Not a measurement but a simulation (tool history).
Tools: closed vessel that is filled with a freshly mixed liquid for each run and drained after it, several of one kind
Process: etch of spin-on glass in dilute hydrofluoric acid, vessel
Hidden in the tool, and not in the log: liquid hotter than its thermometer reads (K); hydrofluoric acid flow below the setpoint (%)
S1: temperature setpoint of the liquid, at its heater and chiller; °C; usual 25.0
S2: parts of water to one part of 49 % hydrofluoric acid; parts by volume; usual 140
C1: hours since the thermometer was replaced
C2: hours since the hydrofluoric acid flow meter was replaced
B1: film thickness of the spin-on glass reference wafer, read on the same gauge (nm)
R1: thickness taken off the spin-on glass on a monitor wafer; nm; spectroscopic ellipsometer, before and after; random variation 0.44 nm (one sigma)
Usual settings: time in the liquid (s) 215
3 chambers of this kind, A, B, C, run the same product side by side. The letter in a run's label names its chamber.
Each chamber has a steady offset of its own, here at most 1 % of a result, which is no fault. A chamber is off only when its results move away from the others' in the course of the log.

{"run": "1C", "hour": 3.9, "S1": 25.0, "S2": 140, "time in the liquid (s)": 215, "C1": 708.3, "C2": 409.8, "B1": 130.02, "R1": 45.83}
{"run": "2B", "hour": 7.3, "S1": 25.0, "S2": 140, "time in the liquid (s)": 215, "C1": 173.4, "C2": 190.5, "B1": 130.02, "R1": 47.505}
{"run": "3A", "hour": 11.3, "S1": 25.0, "S2": 140, "time in the liquid (s)": 215, "C1": 2262.8, "C2": 1397.9, "B1": 129.99, "R1": 47.414}
{"run": "4A", "hour": 15.0, "S1": 25.0, "S2": 140, "time in the liquid (s)": 215, "C1": 2266.5, "C2": 1401.6, "B1": 130.0, "R1": 47.334}
{"run": "5B", "hour": 17.7, "S1": 25.0, "S2": 140, "time in the liquid (s)": 215, "C1": 183.8, "C2": 200.9, "B1": 129.98, "R1": 47.425}
{"run": "6C", "hour": 20.4, "S1": 25.0, "S2": 140, "time in the liquid (s)": 215, "C1": 724.8, "C2": 426.3, "B1": 129.98, "R1": 46.308}
{"run": "7A", "hour": 23.8, "S1": 25.0, "S2": 140, "time in the liquid (s)": 215, "C1": 2275.3, "C2": 1410.4, "B1": 130.0, "R1": 47.635}
{"run": "8C", "hour": 27.4, "S1": 25.0, "S2": 140, "time in the liquid (s)": 215, "C1": 731.8, "C2": 433.3, "B1": 130.01, "R1": 45.864}
{"run": "9B", "hour": 29.8, "S1": 25.0, "S2": 140, "time in the liquid (s)": 215, "C1": 195.9, "C2": 213.0, "B1": 130.01, "R1": 46.627}
{"run": "10B", "hour": 32.0, "S1": 25.0, "S2": 140, "time in the liquid (s)": 215, "C1": 198.1, "C2": 215.2, "B1": 130.01, "R1": 47.37}
{"run": "11C", "hour": 34.8, "S1": 28.5, "S2": 140, "time in the liquid (s)": 215, "C1": 739.2, "C2": 440.7, "B1": 130.0, "R1": 53.633}
{"run": "12A", "hour": 38.6, "S1": 28.5, "S2": 140, "time in the liquid (s)": 215, "C1": 2290.1, "C2": 1425.2, "B1": 130.0, "R1": 54.395}
{"hour": 41.0, "done": "chamber A: thermometer replaced"}
{"run": "13B", "hour": 42.3, "S1": 28.5, "S2": 140, "time in the liquid (s)": 215, "C1": 208.4, "C2": 225.5, "B1": 130.01, "R1": 54.626}
{"run": "14C", "hour": 45.5, "S1": 25.0, "S2": 140, "time in the liquid (s)": 215, "C1": 749.9, "C2": 451.4, "B1": 130.01, "R1": 46.4}
{"run": "15A", "hour": 47.5, "S1": 23.0, "S2": 140, "time in the liquid (s)": 215, "C1": 6.6, "C2": 1434.1, "B1": 130.02, "R1": 44.108}
{"run": "16A", "hour": 51.6, "S1": 23.0, "S2": 140, "time in the liquid (s)": 215, "C1": 10.7, "C2": 1438.2, "B1": 129.99, "R1": 43.58}
{"run": "17C", "hour": 55.8, "S1": 23.0, "S2": 140, "time in the liquid (s)": 215, "C1": 760.2, "C2": 461.7, "B1": 129.98, "R1": 42.526}
{"run": "18B", "hour": 58.3, "S1": 25.0, "S2": 140, "time in the liquid (s)": 215, "C1": 224.4, "C2": 241.5, "B1": 129.98, "R1": 47.896}
{"run": "19B", "hour": 62.2, "S1": 25.0, "S2": 140, "time in the liquid (s)": 215, "C1": 228.3, "C2": 245.4, "B1": 129.99, "R1": 46.801}
{"run": "20A", "hour": 66.2, "S1": 25.0, "S2": 140, "time in the liquid (s)": 215, "C1": 25.3, "C2": 1452.8, "B1": 129.97, "R1": 47.504}
{"run": "21C", "hour": 69.6, "S1": 25.0, "S2": 140, "time in the liquid (s)": 215, "C1": 774.0, "C2": 475.5, "B1": 130.0, "R1": 44.496}
{"run": "22A", "hour": 72.7, "S1": 25.0, "S2": 140, "time in the liquid (s)": 215, "C1": 31.8, "C2": 1459.3, "B1": 130.0, "R1": 47.002}
{"run": "23C", "hour": 75.7, "S1": 25.0, "S2": 140, "time in the liquid (s)": 215, "C1": 780.1, "C2": 481.6, "B1": 130.01, "R1": 45.059}
{"run": "24B", "hour": 78.3, "S1": 25.0, "S2": 140, "time in the liquid (s)": 215, "C1": 244.4, "C2": 261.5, "B1": 129.98, "R1": 47.726}
{"run": "25C", "hour": 81.1, "S1": 25.0, "S2": 140, "time in the liquid (s)": 215, "C1": 785.5, "C2": 487.0, "B1": 130.0, "R1": 44.94}
{"run": "26A", "hour": 84.2, "S1": 25.0, "S2": 140, "time in the liquid (s)": 215, "C1": 43.3, "C2": 1470.8, "B1": 130.02, "R1": 47.687}
{"run": "27B", "hour": 86.7, "S1": 25.0, "S2": 140, "time in the liquid (s)": 215, "C1": 252.8, "C2": 269.9, "B1": 129.99, "R1": 47.186}
{"run": "28C", "hour": 90.3, "S1": 25.0, "S2": 140, "time in the liquid (s)": 215, "C1": 794.7, "C2": 496.2, "B1": 130.01, "R1": 43.469}
{"run": "29A", "hour": 92.8, "S1": 25.0, "S2": 205, "time in the liquid (s)": 105, "C1": 51.9, "C2": 1479.4, "B1": 129.98, "R1": 14.632}
{"run": "30B", "hour": 95.2, "S1": 25.0, "S2": 205, "time in the liquid (s)": 105, "C1": 261.3, "C2": 278.4, "B1": 129.97, "R1": 14.813}
{"run": "31B", "hour": 98.8, "S1": 25.0, "S2": 205, "time in the liquid (s)": 105, "C1": 264.9, "C2": 282.0, "B1": 130.0, "R1": 14.597}
{"run": "32C", "hour": 102.2, "S1": 25.0, "S2": 140, "time in the liquid (s)": 215, "C1": 806.6, "C2": 508.1, "B1": 130.0, "R1": 44.147}
{"run": "33A", "hour": 106.0, "S1": 25.0, "S2": 95, "time in the liquid (s)": 215, "C1": 65.1, "C2": 1492.6, "B1": 130.03, "R1": 73.466}
{"run": "34B", "hour": 108.2, "S1": 25.0, "S2": 95, "time in the liquid (s)": 215, "C1": 274.3, "C2": 291.4, "B1": 130.0, "R1": 74.105}
{"run": "35C", "hour": 110.4, "S1": 25.0, "S2": 95, "time in the liquid (s)": 215, "C1": 814.8, "C2": 516.3, "B1": 129.98, "R1": 67.414}
{"run": "36A", "hour": 113.3, "S1": 25.0, "S2": 140, "time in the liquid (s)": 215, "C1": 72.4, "C2": 1499.9, "B1": 130.02, "R1": 46.283}

Is one chamber off against the others, does the gauge drift, or is nothing wrong? If a chamber is off, say which, and what the likeliest cause is.

Chamber C drifts away from the others.
Cause: hydrofluoric acid flow below the setpoint (%) = 6.12.
The log may not tell that from: liquid colder than its thermometer reads (K).

Here are 4 candidates for chamber C's next run, each the usual settings with a change, their results left as question marks. Which one brings its results back in line with what the others give on the usual settings?
In line means no further than this from the other chambers' mean on the usual settings: R1 1.500 nm
{"run": "37C-1", "hour": 116.5, "S1": 25.0, "S2": 150, "time in the liquid (s)": 195, "R1": "?"}
{"run": "37C-2", "hour": 116.5, "S1": 25.0, "S2": 140, "time in the liquid (s)": 195, "R1": "?"}
{"run": "37C-3", "hour": 116.5, "S1": 30.0, "S2": 140, "time in the liquid (s)": 215, "R1": "?"}
{"run": "37C-4", "hour": 116.5, "S1": 25.0, "S2": 130, "time in the liquid (s)": 215, "R1": "?"}

The other chambers' mean on the usual settings: R1 47.310 nm
run=37C-1 R1=36.319
run=37C-2 R1=39.395
run=37C-3 R1=52.372
run=37C-4 R1=47.364
37C-4 brings the chamber back in line.
